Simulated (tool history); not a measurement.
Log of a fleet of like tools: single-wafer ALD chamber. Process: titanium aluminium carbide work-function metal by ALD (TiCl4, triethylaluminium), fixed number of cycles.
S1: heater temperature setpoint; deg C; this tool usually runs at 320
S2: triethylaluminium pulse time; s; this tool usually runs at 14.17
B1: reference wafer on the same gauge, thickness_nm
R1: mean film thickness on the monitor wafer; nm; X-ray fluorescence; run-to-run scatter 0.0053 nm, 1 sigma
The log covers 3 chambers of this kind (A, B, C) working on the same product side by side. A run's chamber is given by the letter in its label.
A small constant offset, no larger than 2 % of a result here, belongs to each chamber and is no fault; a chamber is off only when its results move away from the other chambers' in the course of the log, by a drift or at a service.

Run 1C, hour 5.4: usual settings; B1 2.6000. Result: R1 2.2234 nm.
Run 2A, hour 10.9: usual settings; B1 2.6000. Result: R1 2.2420 nm.
Run 3B, hour 16.9: usual settings; B1 2.6010. Result: R1 2.2673 nm.
Run 4C, hour 22.6: usual settings; B1 2.5981. Result: R1 2.2372 nm.
Run 5B, hour 26.6: usual settings; B1 2.6006. Result: R1 2.2681 nm.
Run 6A, hour 32.6: usual settings; B1 2.5998. Result: R1 2.2455 nm.
Run 7C, hour 38.6: usual settings; B1 2.5984. Result: R1 2.2230 nm.
Run 8B, hour 42.6: usual settings; B1 2.5985. Result: R1 2.2687 nm.
Run 9A, hour 48.2: usual settings; B1 2.6006. Result: R1 2.2507 nm.
Run 10A, hour 51.9: usual settings but S2 16.63 s; B1 2.6002. Result: R1 2.2442 nm.
Run 11C, hour 59.0: usual settings but S2 16.63 s; B1 2.6005. Result: R1 2.2472 nm.
Run 12B, hour 62.5: usual settings but S2 16.63 s; B1 2.6004. Result: R1 2.2856 nm.
Run 13B, hour 66.8: usual settings; B1 2.5998. Result: R1 2.2626 nm.
Run 14A, hour 72.6: usual settings but S2 10.56 s; B1 2.6000. Result: R1 2.2054 nm.
Run 15C, hour 76.2: usual settings but S2 10.56 s; B1 2.6009. Result: R1 2.1847 nm.
Run 16A, hour 80.4: usual settings but S2 10.56 s; B1 2.6000. Result: R1 2.2122 nm.
Run 17B, hour 84.4: usual settings; B1 2.6007. Result: R1 2.2807 nm.
Run 18C, hour 88.4: usual settings; B1 2.6007. Result: R1 2.2299 nm.
Run 19C, hour 93.2: usual settings; B1 2.5992. Result: R1 2.2292 nm.
Run 20B, hour 98.1: usual settings; B1 2.6001. Result: R1 2.2745 nm.
Run 21A, hour 101.7: usual settings; B1 2.5991. Result: R1 2.2299 nm.

Which is it: a chamber that has drifted or been left off by a service, a gauge drift common to all chambers, or only each chamber's usual small offset? If a chamber is off, name it and its likeliest cause.

Nothing is wrong: each chamber keeps only its own small, steady offset and the gauge holds still.

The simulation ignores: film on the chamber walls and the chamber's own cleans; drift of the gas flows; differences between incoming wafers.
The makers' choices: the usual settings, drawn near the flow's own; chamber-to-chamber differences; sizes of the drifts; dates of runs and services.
